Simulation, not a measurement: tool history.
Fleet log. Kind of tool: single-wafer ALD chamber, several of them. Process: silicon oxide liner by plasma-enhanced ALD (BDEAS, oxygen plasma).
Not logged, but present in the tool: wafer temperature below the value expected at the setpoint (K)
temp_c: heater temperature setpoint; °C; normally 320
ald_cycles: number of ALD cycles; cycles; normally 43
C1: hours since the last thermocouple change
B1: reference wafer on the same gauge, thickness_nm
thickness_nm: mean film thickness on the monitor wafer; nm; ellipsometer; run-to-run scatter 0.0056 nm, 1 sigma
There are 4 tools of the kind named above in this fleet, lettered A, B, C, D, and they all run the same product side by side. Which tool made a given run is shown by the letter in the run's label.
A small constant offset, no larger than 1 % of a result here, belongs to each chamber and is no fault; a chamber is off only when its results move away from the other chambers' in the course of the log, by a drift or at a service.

run 1B hour=5.3 | temp_c=320 ald_cycles=43 | C1=624.7 | B1=4.5108 | thickness_nm=3.9017
run 2C hour=12.7 | temp_c=320 ald_cycles=43 | C1=299.1 | B1=4.5114 | thickness_nm=3.914
run 3D hour=19.8 | temp_c=320 ald_cycles=43 | C1=2055.9 | B1=4.5105 | thickness_nm=3.8957
run 4A hour=25.1 | temp_c=320 ald_cycles=43 | C1=776.1 | B1=4.5128 | thickness_nm=3.8892
run 5B hour=33 | temp_c=320 ald_cycles=43 | C1=652.4 | B1=4.5112 | thickness_nm=3.9065
run 6A hour=39.3 | temp_c=314 ald_cycles=43 | C1=790.3 | B1=4.5137 | thickness_nm=3.9279
run 7D hour=48.1 | temp_c=314 ald_cycles=43 | C1=2084.2 | B1=4.5145 | thickness_nm=3.932
run 8C hour=57 | temp_c=314 ald_cycles=43 | C1=343.4 | B1=4.5148 | thickness_nm=3.9503
run 9D hour=64.8 | temp_c=314 ald_cycles=43 | C1=2100.9 | B1=4.5166 | thickness_nm=3.9361
run 10A hour=70.7 | temp_c=320 ald_cycles=43 | C1=821.7 | B1=4.5183 | thickness_nm=3.9015
run 11C hour=79.4 | temp_c=320 ald_cycles=43 | C1=365.8 | B1=4.5183 | thickness_nm=3.9218
run 12B hour=83.9 | temp_c=320 ald_cycles=43 | C1=703.3 | B1=4.5183 | thickness_nm=3.9184
run 13A hour=90.7 | temp_c=320 ald_cycles=43 | C1=841.7 | B1=4.519 | thickness_nm=3.9017
run 14B hour=99.5 | temp_c=320 ald_cycles=43 | C1=718.9 | B1=4.52 | thickness_nm=3.9123
run 15C hour=107.3 | temp_c=320 ald_cycles=43 | C1=393.7 | B1=4.519 | thickness_nm=3.9085
run 16D hour=114.6 | temp_c=320 ald_cycles=43 | C1=2150.7 | B1=4.5213 | thickness_nm=3.9124
run 17C hour=122.5 | temp_c=320 ald_cycles=43 | C1=408.9 | B1=4.5223 | thickness_nm=3.9132
run 18A hour=128.9 | temp_c=320 ald_cycles=43 | C1=879.9 | B1=4.5216 | thickness_nm=3.9008
run 19D hour=136.4 | temp_c=320 ald_cycles=43 | C1=2172.5 | B1=4.5233 | thickness_nm=3.8989
run 20B hour=141.4 | temp_c=333 ald_cycles=40 | C1=760.8 | B1=4.5246 | thickness_nm=3.5769
run 21C hour=149.1 | temp_c=333 ald_cycles=40 | C1=435.5 | B1=4.5239 | thickness_nm=3.585
run 22B hour=153.8 | temp_c=333 ald_cycles=40 | C1=773.2 | B1=4.523 | thickness_nm=3.572
run 23A hour=159.1 | temp_c=333 ald_cycles=40 | C1=910.1 | B1=4.5252 | thickness_nm=3.5616
run 24D hour=166.3 | temp_c=312 ald_cycles=40 | C1=2202.4 | B1=4.5271 | thickness_nm=3.6798
run 25B hour=171.1 | temp_c=312 ald_cycles=40 | C1=790.5 | B1=4.5264 | thickness_nm=3.6896
run 26D hour=179.4 | temp_c=312 ald_cycles=40 | C1=2215.5 | B1=4.528 | thickness_nm=3.6789
run 27A hour=187.6 | temp_c=312 ald_cycles=40 | C1=938.6 | B1=4.528 | thickness_nm=3.6767
run 28C hour=193.1 | temp_c=320 ald_cycles=43 | C1=479.5 | B1=4.5291 | thickness_nm=3.9306
run 29D hour=200.1 | temp_c=320 ald_cycles=43 | C1=2236.2 | B1=4.5304 | thickness_nm=3.9104
run 30B hour=206.8 | temp_c=306 ald_cycles=43 | C1=826.2 | B1=4.5302 | thickness_nm=3.9974
run 31A hour=214.6 | temp_c=306 ald_cycles=43 | C1=965.6 | B1=4.5313 | thickness_nm=3.9801
run 32C hour=223.6 | temp_c=306 ald_cycles=43 | C1=510 | B1=4.5299 | thickness_nm=4.0048
run 33D hour=231.4 | temp_c=306 ald_cycles=43 | C1=2267.5 | B1=4.533 | thickness_nm=3.9881
run 34A hour=238.7 | temp_c=320 ald_cycles=43 | C1=989.7 | B1=4.5325 | thickness_nm=3.9064
run 35C hour=245.1 | temp_c=320 ald_cycles=43 | C1=531.5 | B1=4.5338 | thickness_nm=3.933
run 36B hour=254.8 | temp_c=320 ald_cycles=43 | C1=874.2 | B1=4.535 | thickness_nm=3.9261
run 37B hour=263.6 | temp_c=320 ald_cycles=43 | C1=883 | B1=4.5345 | thickness_nm=3.9281
run 38D hour=272.3 | temp_c=320 ald_cycles=43 | C1=2308.4 | B1=4.5364 | thickness_nm=3.9294

All chambers now run identical settings, listed one chamber a line with results as question marks. What results will each chamber show?
run 39A hour=279.3 | temp_c=329 ald_cycles=43 | thickness_nm=?
run 39B hour=279.3 | temp_c=329 ald_cycles=43 | thickness_nm=?
run 39C hour=279.3 | temp_c=329 ald_cycles=43 | thickness_nm=?
run 39D hour=279.3 | temp_c=329 ald_cycles=43 | thickness_nm=?

run=39A thickness_nm=3.8666
run=39B thickness_nm=3.8767
run=39C thickness_nm=3.8867
run=39D thickness_nm=3.8743

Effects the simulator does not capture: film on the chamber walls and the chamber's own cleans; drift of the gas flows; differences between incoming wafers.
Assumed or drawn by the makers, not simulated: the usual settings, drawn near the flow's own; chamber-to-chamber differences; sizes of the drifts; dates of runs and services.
